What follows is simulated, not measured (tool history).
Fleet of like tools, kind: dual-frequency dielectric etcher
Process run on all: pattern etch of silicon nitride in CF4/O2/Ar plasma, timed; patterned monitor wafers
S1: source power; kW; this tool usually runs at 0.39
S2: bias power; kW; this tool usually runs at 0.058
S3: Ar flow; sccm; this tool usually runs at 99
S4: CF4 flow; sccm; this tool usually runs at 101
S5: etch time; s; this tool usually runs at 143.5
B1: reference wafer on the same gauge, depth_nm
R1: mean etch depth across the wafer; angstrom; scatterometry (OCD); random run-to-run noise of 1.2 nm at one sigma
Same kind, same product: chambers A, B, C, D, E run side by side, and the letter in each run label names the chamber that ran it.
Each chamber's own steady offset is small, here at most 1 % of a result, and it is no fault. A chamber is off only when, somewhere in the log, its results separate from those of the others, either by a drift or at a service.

run	hour	S1	S2	S3	S4	S5	B1	R1
1D	6.5	0.39	0.058	99	101	143.5	216.78	2332.2
# hour 7.4: chamber C: wet clean of the chamber
2A	12.1	0.39	0.058	99	101	143.5	216.94	2363.6
3B	16.2	0.39	0.058	99	101	143.5	217.12	2321.6
4C	19.9	0.39	0.058	99	101	143.5	217.11	2321.7
5E	25.8	0.39	0.058	99	101	143.5	216.91	2322.6
6A	31.9	0.35	0.063	99	101	143.5	217.18	2205.4
7B	35.9	0.35	0.063	99	101	143.5	216.97	2181.7
8E	40.3	0.35	0.063	99	101	143.5	216.99	2206.1
# hour 44.7: chamber D: wet clean of the chamber
9C	44.7	0.35	0.063	99	101	143.5	216.93	2191.1
10D	48.7	0.35	0.063	99	101	143.5	216.82	2181.5
11C	54.9	0.39	0.058	99	101	143.5	217.03	2349.3
12B	58.8	0.39	0.058	99	123	143.5	216.99	2377.9
13A	64.8	0.39	0.058	99	123	143.5	217.05	2412.7
14D	69.2	0.39	0.058	99	123	143.5	217.07	2395.5
15E	75.1	0.39	0.058	99	123	143.5	216.92	2379
16A	81.8	0.39	0.058	99	123	143.5	216.88	2422.2
17D	87.4	0.39	0.058	99	101	143.5	216.94	2318.2
18E	91.2	0.39	0.058	99	101	143.5	216.98	2344.5
19C	95.3	0.39	0.058	99	101	143.5	216.8	2314.6
# hour 98.6: chamber A: wet clean of the chamber
20B	101.9	0.39	0.058	99	101	143.5	216.86	2321
21E	105.4	0.39	0.058	99	92	143.5	217.07	2309.9
22C	109.7	0.39	0.058	99	92	143.5	217.12	2310.4
23D	116.1	0.39	0.058	99	92	143.5	217.11	2312.2
24B	122.6	0.39	0.058	99	92	143.5	217.03	2329.6
25A	126	0.39	0.058	99	92	143.5	217.11	2441.6
26B	131.9	0.45	0.058	99	101	143.5	216.64	2643.9
27C	135.4	0.45	0.058	99	101	143.5	216.92	2639.9
# hour 136: chamber B: source power generator calibrated
# hour 136.2: chamber A: bias power generator calibrated
28D	140.6	0.45	0.058	99	101	143.5	216.9	2645.6
# hour 141.7: chamber D: bias power generator calibrated
29A	145.4	0.45	0.058	99	101	143.5	217.23	2767.9
30E	150.4	0.45	0.058	99	101	143.5	217.22	2633.8
31C	157.3	0.39	0.058	78	78	143.5	216.92	2322.5
32D	162.8	0.39	0.058	78	78	143.5	216.86	2346.9
33B	167.9	0.39	0.058	78	78	143.5	216.95	2349.9
34E	174.8	0.39	0.058	78	78	143.5	217.05	2331.8

All 5 chambers run these settings next. Forecast each chamber's results:
35A	179.8	0.39	0.058	99	110	143.5		?
35B	179.8	0.39	0.058	99	110	143.5		?
35C	179.8	0.39	0.058	99	110	143.5		?
35D	179.8	0.39	0.058	99	110	143.5		?
35E	179.8	0.39	0.058	99	110	143.5		?

run	R1
35A	2513.2
35B	2381.9
35C	2358.6
35D	2358.1
35E	2357.7
